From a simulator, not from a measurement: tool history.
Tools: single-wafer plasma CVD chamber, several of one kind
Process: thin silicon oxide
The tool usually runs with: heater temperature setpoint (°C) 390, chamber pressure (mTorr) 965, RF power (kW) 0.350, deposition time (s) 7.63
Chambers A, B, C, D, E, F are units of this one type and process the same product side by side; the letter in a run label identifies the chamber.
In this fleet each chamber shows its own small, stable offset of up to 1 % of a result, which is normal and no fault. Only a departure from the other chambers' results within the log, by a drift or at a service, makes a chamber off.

run	hour	heater temperature setpoint (°C)	chamber pressure (mTorr)	RF power (kW)	deposition time (s)	hours since the last thermocouple change	hours since the last RF generator calibration	hours since the last manometer calibration	read-back reference wafer on the same gauge, thickness_nm	mean film thickness on the monitor wafer (angstrom)
1E	6.4	390	965	0.350	7.63	1258.9	847.1	219.3	20.282	176.74
# hour 7.7: chamber D: RF generator calibrated
2B	12.3	390	965	0.350	7.63	1910.4	104.1	2634.1	20.299	176.94
3C	18.8	390	965	0.350	7.63	887.7	915.1	2391.1	20.297	176.72
4A	23.4	390	965	0.350	7.63	177.5	937.5	54.1	20.297	176.49
5F	26.6	390	880	0.350	7.63	580.7	817.0	1509.1	20.300	164.63
6D	31.9	390	880	0.350	7.63	63.9	24.3	1348.2	20.288	162.68
7E	37.9	390	880	0.350	7.63	1290.4	878.6	250.8	20.303	163.41
8A	44.0	390	880	0.350	7.63	198.1	958.1	74.7	20.314	163.64
9C	49.5	390	880	0.350	7.63	918.4	945.8	2421.8	20.312	163.80
10B	56.1	390	880	0.350	7.63	1954.2	147.9	2677.9	20.304	163.00
11D	61.1	390	965	0.350	7.63	93.1	53.5	1377.4	20.306	176.29
12F	64.2	390	965	0.350	7.63	618.3	854.6	1546.7	20.302	177.06
13B	69.7	390	965	0.350	7.63	1967.8	161.5	2691.5	20.321	176.77
14C	76.4	390	965	0.350	7.63	945.3	972.7	2448.7	20.291	175.71
15A	80.9	390	965	0.350	7.63	235.0	995.0	111.6	20.297	177.02
# hour 81.9: chamber D: capacitance manometer re-zeroed and calibrated
16E	85.0	390	965	0.350	7.63	1337.5	925.7	297.9	20.292	177.88
17F	90.0	390	965	0.350	7.63	644.1	880.4	1572.5	20.305	175.52
# hour 95.3: chamber E: thermocouple changed; heater temperature recalibrated
18D	96.5	390	965	0.350	7.63	128.5	88.9	14.7	20.313	169.38
19D	100.7	390	965	0.350	7.63	132.7	93.1	18.9	20.307	168.09
20F	107.0	390	965	0.350	7.63	661.1	897.4	1589.5	20.306	176.00
21C	110.7	390	965	0.350	7.63	979.6	1007.0	2483.0	20.302	176.47
22B	114.4	390	965	0.350	7.63	2012.5	206.2	2736.2	20.320	174.97
23A	118.8	390	965	0.350	7.63	272.9	1032.9	149.5	20.297	176.21
24E	122.2	397	965	0.350	7.63	27.0	962.9	335.1	20.285	177.45
25B	127.9	397	965	0.350	7.63	2026.0	219.7	2749.7	20.276	176.82
26F	132.0	397	965	0.350	7.63	686.1	922.4	1614.5	20.318	176.07
27A	138.3	397	965	0.350	7.63	292.4	1052.4	169.0	20.294	177.09
28D	142.0	397	965	0.350	7.63	174.0	134.4	60.2	20.297	167.98
29E	146.8	397	965	0.350	7.63	51.6	987.5	359.7	20.290	176.45
30C	152.6	390	965	0.350	7.63	1021.5	1048.9	2524.9	20.286	176.90
31F	158.1	390	965	0.350	7.63	712.2	948.5	1640.6	20.301	177.09
32B	164.5	390	965	0.350	7.63	2062.6	256.3	2786.3	20.295	176.30
33C	167.5	390	965	0.350	7.63	1036.4	1063.8	2539.8	20.284	179.06
34E	172.2	390	965	0.350	7.63	77.0	1012.9	385.1	20.333	177.15
35A	177.9	390	965	0.350	7.63	332.0	1092.0	208.6	20.319	177.81
36D	181.2	390	965	0.350	7.63	213.2	173.6	99.4	20.297	168.63
37A	185.7	390	965	0.350	7.63	339.8	1099.8	216.4	20.285	177.25
38F	190.7	390	965	0.415	7.63	744.8	981.1	1673.2	20.317	186.68
39D	196.2	390	965	0.415	7.63	228.2	188.6	114.4	20.312	181.08

Does one chamber stand apart from the rest, does the shared gauge drift, or is all well apart from small per-chamber offsets? Give the chamber and the most likely cause, where there is one.

After it was serviced, chamber D no longer matches the other chambers.
Likeliest cause: true pressure below the setpoint (%) = 4.62.

Chamber D could run next with any of the 4 candidate recipes listed below; each alters the usual settings, and their results appear as question marks. Which one brings its results back in line with what the other chambers deliver on the usual settings?
In-line tolerance around the mean of the other chambers on the usual settings: mean film thickness on the monitor wafer (angstrom) 2.60
40D-1	201.0	390	1015	0.350	7.63					?
40D-2	201.0	390	975	0.350	7.69					?
40D-3	201.0	390	956	0.350	7.57					?
40D-4	201.0	390	921	0.345	7.63					?

What the other chambers average on the usual settings: mean film thickness on the monitor wafer (angstrom) 176.76
run	mean film thickness on the monitor wafer (angstrom)
40D-1	176.80
40D-2	172.31
40D-3	166.87
40D-4	162.13
40D-1 is the one that brings the chamber's results back in line with the other chambers.
